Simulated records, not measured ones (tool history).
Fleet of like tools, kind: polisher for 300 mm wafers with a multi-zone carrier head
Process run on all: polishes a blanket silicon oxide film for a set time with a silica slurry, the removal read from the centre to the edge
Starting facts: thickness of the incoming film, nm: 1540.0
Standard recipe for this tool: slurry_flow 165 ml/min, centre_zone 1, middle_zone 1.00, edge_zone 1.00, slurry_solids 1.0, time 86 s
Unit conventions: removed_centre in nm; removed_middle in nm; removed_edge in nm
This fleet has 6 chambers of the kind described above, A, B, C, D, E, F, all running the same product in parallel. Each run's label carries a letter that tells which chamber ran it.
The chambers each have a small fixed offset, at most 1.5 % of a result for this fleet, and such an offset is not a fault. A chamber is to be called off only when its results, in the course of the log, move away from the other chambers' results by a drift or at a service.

run,hour,slurry_flow,centre_zone,middle_zone,edge_zone,slurry_solids,time,wafers polished on this pad,hours since the slurry nozzle was cleaned,hours since the centre zone pressure was calibrated,hours since the edge zone pressure was calibrated,removed_centre,removed_middle,removed_edge
1A,6.1,165,1,1.00,1.00,1.0,86,898,624.6,367.1,1032.2,310.37,310.37,308.81
2C,9.6,165,1,1.00,1.00,1.0,86,508,208.1,336.5,149.6,311.09,304.99,303.42
3B,14.8,165,1,1.00,1.00,1.0,86,955,210.7,424.1,567.6,313.03,304.70,315.66
4E,18.5,165,1,1.00,1.00,1.0,86,284,191.5,358.5,238.7,311.53,305.15,305.55
5F,21.8,165,1,1.00,1.00,1.0,86,392,472.7,201.8,619.7,306.56,308.24,301.77
6D,24.5,165,1,1.00,1.00,1.0,86,855,705.3,254.2,195.2,303.39,308.19,307.29
# hour 27.0: chamber A: worn pad replaced by a new one
# hour 29.2: chamber D: worn pad replaced by a new one
7A,29.8,165,1,1.00,1.00,1.0,86,34,648.3,390.8,1055.9,311.96,309.21,307.87
8D,34.0,165,1,1.00,1.00,1.0,86,59,714.8,263.7,204.7,310.57,305.96,309.24
9C,39.1,165,1,1.00,1.00,1.0,86,868,237.6,366.0,179.1,307.71,309.25,302.43
10B,44.6,165,1,1.00,1.00,1.0,86,1319,240.5,453.9,597.4,308.06,305.05,309.83
11E,49.4,165,1,1.00,1.00,1.0,86,661,222.4,389.4,269.6,311.72,304.00,297.87
# hour 49.6: chamber C: worn pad replaced by a new one
12F,55.4,165,1,1.00,1.00,1.0,86,802,506.3,235.4,653.3,308.22,305.90,304.72
# hour 56.6: chamber E: worn pad replaced by a new one
# hour 56.9: chamber B: worn pad replaced by a new one
13A,59.5,165,1,1.00,1.00,1.0,86,396,678.0,420.5,1085.6,311.68,308.57,303.24
14C,64.2,165,1,1.00,1.00,1.0,86,179,262.7,391.1,204.2,309.73,307.54,303.80
15F,67.6,165,1,1.00,1.00,1.0,86,951,518.5,247.6,665.5,305.85,308.28,302.54
16D,73.1,165,1,1.00,1.00,1.0,86,536,753.9,302.8,243.8,302.05,306.23,312.51
# hour 78.1: chamber F: slurry nozzle cleaned
17E,78.6,165,1,1.00,1.00,1.0,86,269,251.6,418.6,298.8,305.56,304.66,304.27
# hour 82.6: chamber F: worn pad replaced by a new one
18B,83.0,165,1,1.00,1.00,1.0,86,319,278.9,492.3,635.8,313.03,304.64,312.71
19D,89.1,165,1,1.00,1.00,1.0,86,732,769.9,318.8,259.8,304.37,307.43,312.44
20C,92.5,165,1,1.00,1.00,1.0,86,524,291.0,419.4,232.5,309.97,309.50,310.28
# hour 93.8: chamber A: edge zone pressure recalibrated
# hour 94.8: chamber D: worn pad replaced by a new one
21E,98.0,165,1,1.00,1.00,1.0,86,505,271.0,438.0,318.2,303.93,301.93,305.11
22F,102.3,165,1,1.00,0.92,1.1,86,240,24.2,282.3,700.2,320.07,322.72,304.94
23A,106.9,165,1,1.00,0.92,1.1,86,975,725.4,467.9,13.2,323.96,321.56,311.24
24B,110.3,165,1,1.00,0.92,1.1,86,652,306.2,519.6,663.1,323.00,320.88,305.72
25D,115.9,165,1,1.00,0.92,1.1,86,258,796.7,345.6,286.6,317.23,317.91,316.19
# hour 118.5: chamber E: worn pad replaced by a new one
26E,120.7,165,1,1.00,0.92,1.1,86,27,293.7,460.7,340.9,314.84,310.75,304.33
# hour 122.0: chamber D: slurry nozzle cleaned
27C,123.5,165,1,1.00,0.92,1.1,86,903,322.0,450.4,263.5,320.97,319.06,302.93
28F,126.2,165,1,1.00,1.00,1.0,86,532,48.1,306.2,724.1,307.11,308.69,305.46
# hour 126.4: chamber C: worn pad replaced by a new one
# hour 129.9: chamber A: worn pad replaced by a new one
29A,131.0,165,1,1.00,1.00,1.0,86,13,749.5,492.0,37.3,309.02,313.92,311.12
30B,136.7,165,1,1.00,1.00,1.0,86,975,332.6,546.0,689.5,311.72,299.61,312.25
31E,141.4,165,1,1.00,1.00,1.0,86,280,314.4,481.4,361.6,297.77,295.73,291.59
# hour 144.5: chamber F: edge zone pressure recalibrated
32F,145.1,165,1,1.00,1.00,1.0,86,763,67.0,325.1,0.7,309.29,311.43,299.61
33D,148.6,165,1,1.00,1.00,1.0,86,657,26.7,378.3,319.3,304.56,304.71,309.84
34A,152.9,165,1,1.00,1.00,1.0,86,281,771.4,513.9,59.2,310.83,308.64,313.16
# hour 155.2: chamber B: centre zone pressure recalibrated
35C,158.3,165,1,1.00,1.00,1.0,86,390,356.8,485.2,298.3,306.69,307.38,307.28
# hour 160.7: chamber B: worn pad replaced by a new one
36B,162.9,165,1,1.00,1.00,1.0,86,27,358.8,7.7,715.7,310.72,302.71,308.82
37D,167.0,165,1,1.00,1.00,1.0,86,882,45.1,396.7,337.7,307.91,306.76,314.67

All 6 chambers run these settings next. Forecast each chamber's results:
38A,171.4,165,1,1.08,1.00,1.0,86,,,,,?,?,?
38B,171.4,165,1,1.08,1.00,1.0,86,,,,,?,?,?
38C,171.4,165,1,1.08,1.00,1.0,86,,,,,?,?,?
38D,171.4,165,1,1.08,1.00,1.0,86,,,,,?,?,?
38E,171.4,165,1,1.08,1.00,1.0,86,,,,,?,?,?
38F,171.4,165,1,1.08,1.00,1.0,86,,,,,?,?,?

run,removed_centre,removed_middle,removed_edge
38A,312.72,331.68,304.93
38B,311.95,328.25,305.97
38C,308.23,329.84,305.61
38D,308.07,327.90,313.11
38E,294.34,313.21,296.68
38F,314.01,333.83,302.38
